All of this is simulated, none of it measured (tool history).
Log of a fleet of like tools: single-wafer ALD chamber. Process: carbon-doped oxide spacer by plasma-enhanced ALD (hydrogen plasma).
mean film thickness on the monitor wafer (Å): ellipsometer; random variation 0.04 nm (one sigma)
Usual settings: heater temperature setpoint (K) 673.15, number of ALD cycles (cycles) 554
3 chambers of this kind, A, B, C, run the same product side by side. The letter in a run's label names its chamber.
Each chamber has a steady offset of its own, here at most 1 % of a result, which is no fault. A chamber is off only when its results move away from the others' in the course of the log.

run	hour	heater temperature setpoint (K)	number of ALD cycles (cycles)	read-back reference wafer on the same gauge, thickness_nm	mean film thickness on the monitor wafer (Å)
1A	4	673.15	554	28.301	276.75
2C	11.2	673.15	554	28.311	274
3B	15.3	673.15	554	28.325	278.04
4B	23.2	673.15	554	28.322	278.16
5C	29.8	673.15	554	28.326	274.21
6A	37.7	673.15	554	28.348	277.12
7C	41.5	673.15	554	28.343	275.23
8B	48.7	673.15	554	28.357	278.79
9A	54.4	673.15	554	28.372	277.38
10C	61.2	673.15	554	28.376	275.07
11A	68.8	673.15	554	28.383	277.22
12B	73.3	673.15	554	28.367	279.48
13B	77.9	673.15	554	28.395	279.59
14C	85.2	673.15	554	28.394	274.54
15A	92	673.15	554	28.405	278.15
16A	97.6	673.15	554	28.414	278.5
17B	104.2	673.15	554	28.413	279.38
18C	109.2	684.15	448	28.425	215.29
19C	115.1	684.15	448	28.424	215.61
20B	119.1	684.15	448	28.436	218.37
21A	122.8	673.15	554	28.442	277.99
22B	127.8	673.15	554	28.442	279.4
23C	132.5	673.15	455	28.454	226.43
24A	137.8	673.15	455	28.469	228.6
25A	141.4	673.15	455	28.466	228.74
26B	145.7	673.15	554	28.46	279

What goes on in this fleet: one chamber off, a drifting gauge, or nothing beyond the chambers' own small offsets? Name the chamber and the cause, if any.

The gauge drifts, so all chambers seem to drift together. No chamber is off.
Cause: gauge reads high (%) = 0.603.

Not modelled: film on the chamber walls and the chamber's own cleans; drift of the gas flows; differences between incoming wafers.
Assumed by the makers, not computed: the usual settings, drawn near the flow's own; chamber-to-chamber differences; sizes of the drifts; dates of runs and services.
